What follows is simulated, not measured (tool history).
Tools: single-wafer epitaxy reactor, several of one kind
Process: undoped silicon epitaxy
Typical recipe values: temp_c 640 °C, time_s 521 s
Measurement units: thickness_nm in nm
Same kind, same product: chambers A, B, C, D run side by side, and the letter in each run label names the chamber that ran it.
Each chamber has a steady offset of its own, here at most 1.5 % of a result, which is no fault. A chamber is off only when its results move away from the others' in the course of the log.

run	day	temp_c	time_s	hours since the last pyrometer calibration	read-back reference wafer on the same gauge, thickness_nm	thickness_nm
1D	0.375	640	521	1049.1	58.208	70.135
2B	0.633	640	521	1252.9	58.22	69.604
3C	0.888	640	521	494	58.183	70.55
4A	1.329	640	521	814.8	58.186	70.03
5B	1.683	640	521	1278.1	58.208	69.687
6D	2.004	640	521	1088.2	58.215	69.704
7A	2.233	640	521	836.5	58.214	70.448
8C	2.608	640	521	535.3	58.207	70.575
9B	2.821	640	521	1305.4	58.19	69.692
10C	3.083	640	521	546.7	58.232	70.642
11A	3.329	640	521	862.8	58.201	70.199
12D	3.688	640	521	1128.6	58.188	70.124
13D	3.946	640	521	1134.8	58.181	69.902
14B	4.325	640	521	1341.5	58.184	69.565
15C	4.7	640	521	585.5	58.217	70.718
16A	4.933	640	521	901.3	58.223	70.374
17D	5.142	640	521	1163.5	58.228	70.324
18C	5.533	635	475	605.5	58.188	57.838
19B	5.742	635	475	1375.5	58.192	56.636
20A	5.971	635	475	926.2	58.191	57.201
21A	6.175	635	475	931.1	58.196	57.462
22C	6.642	640	521	632.1	58.201	71.251
23D	6.875	640	521	1205.1	58.206	70.143
24B	7.308	640	521	1413.1	58.197	69.481
25B	7.642	640	521	1421.1	58.199	69.764
26D	7.925	640	521	1230.3	58.21	70.047
27C	8.271	640	521	671.2	58.203	71.761
28A	8.667	640	521	990.9	58.187	70.142
29C	9.108	640	521	691.3	58.222	72.097
30A	9.538	640	521	1011.8	58.185	70.256
31D	9.771	640	521	1274.6	58.213	70.438

Next, every chamber runs the same settings. What will each give?
32A	10.108	640	521			?
32B	10.108	640	521			?
32C	10.108	640	521			?
32D	10.108	640	521			?

run	thickness_nm
32A	69.86
32B	69.303
32C	72.316
32D	70.087

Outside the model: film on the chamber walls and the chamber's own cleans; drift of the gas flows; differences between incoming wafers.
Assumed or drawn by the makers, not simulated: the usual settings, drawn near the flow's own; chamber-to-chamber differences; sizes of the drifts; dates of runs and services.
